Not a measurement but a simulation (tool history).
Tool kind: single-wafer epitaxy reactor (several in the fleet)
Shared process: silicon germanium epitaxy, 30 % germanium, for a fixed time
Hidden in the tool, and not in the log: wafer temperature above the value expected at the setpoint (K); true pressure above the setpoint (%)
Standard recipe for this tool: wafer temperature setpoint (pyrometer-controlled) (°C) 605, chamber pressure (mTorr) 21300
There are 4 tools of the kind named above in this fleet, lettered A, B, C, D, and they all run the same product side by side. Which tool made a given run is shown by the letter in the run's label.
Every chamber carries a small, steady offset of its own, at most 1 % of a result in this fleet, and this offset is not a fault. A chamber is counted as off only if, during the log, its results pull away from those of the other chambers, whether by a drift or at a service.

run	hour	wafer temperature setpoint (pyrometer-controlled) (°C)	chamber pressure (mTorr)	hours since the last pyrometer calibration	hours since the last manometer calibration	read-back reference wafer on the same gauge, thickness_nm	mean film thickness on the monitor wafer (Å)
1D	4.3	605	21300	15.1	3283.4	78.604	670.13
2A	7.2	605	21300	1889.9	1413.5	78.648	666.75
3B	12	605	21300	71.9	539.4	78.568	658.42
4C	16.6	605	21300	579.9	395	78.583	661.87
5A	20.8	605	21300	1903.5	1427.1	78.623	667.16
6D	24.3	605	21300	35.1	3303.4	78.601	668.14
# hour 26.4: chamber A: pyrometer calibrated
7C	29.2	605	21300	592.5	407.6	78.602	662.37
8B	31.6	605	21300	91.5	559	78.57	661.99
9D	36.2	605	21300	47	3315.3	78.59	670
10B	40.3	605	21300	100.2	567.7	78.551	659.16
11A	45	605	21300	18.6	1451.3	78.603	663.94
12C	47.6	597	21300	610.9	426	78.64	567.9
13C	51.6	597	21300	614.9	430	78.623	570.48
14D	55.6	597	21300	66.4	3334.7	78.616	576.58
15B	60.1	597	21300	120	587.5	78.588	572.26
16A	64.4	605	21300	38	1470.7	78.525	669.11
# hour 68: chamber D: capacitance manometer re-zeroed and calibrated
17B	68.4	605	21300	128.3	595.8	78.637	659.97
18D	71.3	605	21300	82.1	3.4	78.526	667.49
19C	74.7	605	21300	638	453.1	78.6	660.15
20A	77.6	605	21300	51.2	1483.9	78.646	671.09
21B	82.2	605	21300	142.1	609.6	78.603	661.95
22A	86.3	605	21300	59.9	1492.6	78.647	670.68
23C	89.6	605	21300	652.9	468	78.613	661.67
24D	92.3	605	21300	103.1	24.4	78.622	668.28
25D	94.5	605	21300	105.3	26.6	78.592	669.74
26A	99.4	599	21300	73	1505.7	78.583	605.31
27C	102.5	599	21300	665.8	480.9	78.597	591.32
28B	106.3	599	21300	166.2	633.7	78.538	594.45
29D	110.3	599	21300	121.1	42.4	78.601	595.95
30A	114.4	605	21300	88	1520.7	78.605	677.37
31B	119.5	605	21300	179.4	646.9	78.584	659.41
32C	122.6	605	21300	685.9	501	78.566	660.32
33C	126.2	605	21300	689.5	504.6	78.595	660.52
34B	130.2	605	21300	190.1	657.6	78.616	658.76
35D	135.2	605	21300	146	67.3	78.641	666.66
36A	138.5	605	21300	112.1	1544.8	78.644	682.11
37C	141.1	605	21300	704.4	519.5	78.604	664.8
38A	145.3	605	21300	118.9	1551.6	78.58	682.74
39D	148.6	605	21300	159.4	80.7	78.56	670.27
40B	153.1	605	21300	213	680.5	78.583	660.6

Which is it: a chamber that has drifted or been left off by a service, a gauge drift common to all chambers, or only each chamber's usual small offset? If a chamber is off, name it and its likeliest cause.

Chamber A drifts away from the others.
What lies behind it: true pressure above the setpoint (%) = 7.4.
From this log alone, it may not be told apart from: wafer temperature above the value expected at the setpoint (K).

Which of the 4 candidates below, each the usual settings with something changed and its results left as question marks, puts chamber A back in line with what the other chambers give on the usual settings?
In line means no further than this from the other chambers' mean on the usual settings: mean film thickness on the monitor wafer (Å) 5.4
41A-1	156.8	603	21300				?
41A-2	156.8	606	21400				?
41A-3	156.8	607	21300				?
41A-4	156.8	605	20400				?

Usual-settings mean across the other chambers: mean film thickness on the monitor wafer (Å) 663.34
run	mean film thickness on the monitor wafer (Å)
41A-1	662.1
41A-2	699.84
41A-3	711.07
41A-4	674.56
41A-1 is the one that brings the chamber's results back in line with the other chambers.

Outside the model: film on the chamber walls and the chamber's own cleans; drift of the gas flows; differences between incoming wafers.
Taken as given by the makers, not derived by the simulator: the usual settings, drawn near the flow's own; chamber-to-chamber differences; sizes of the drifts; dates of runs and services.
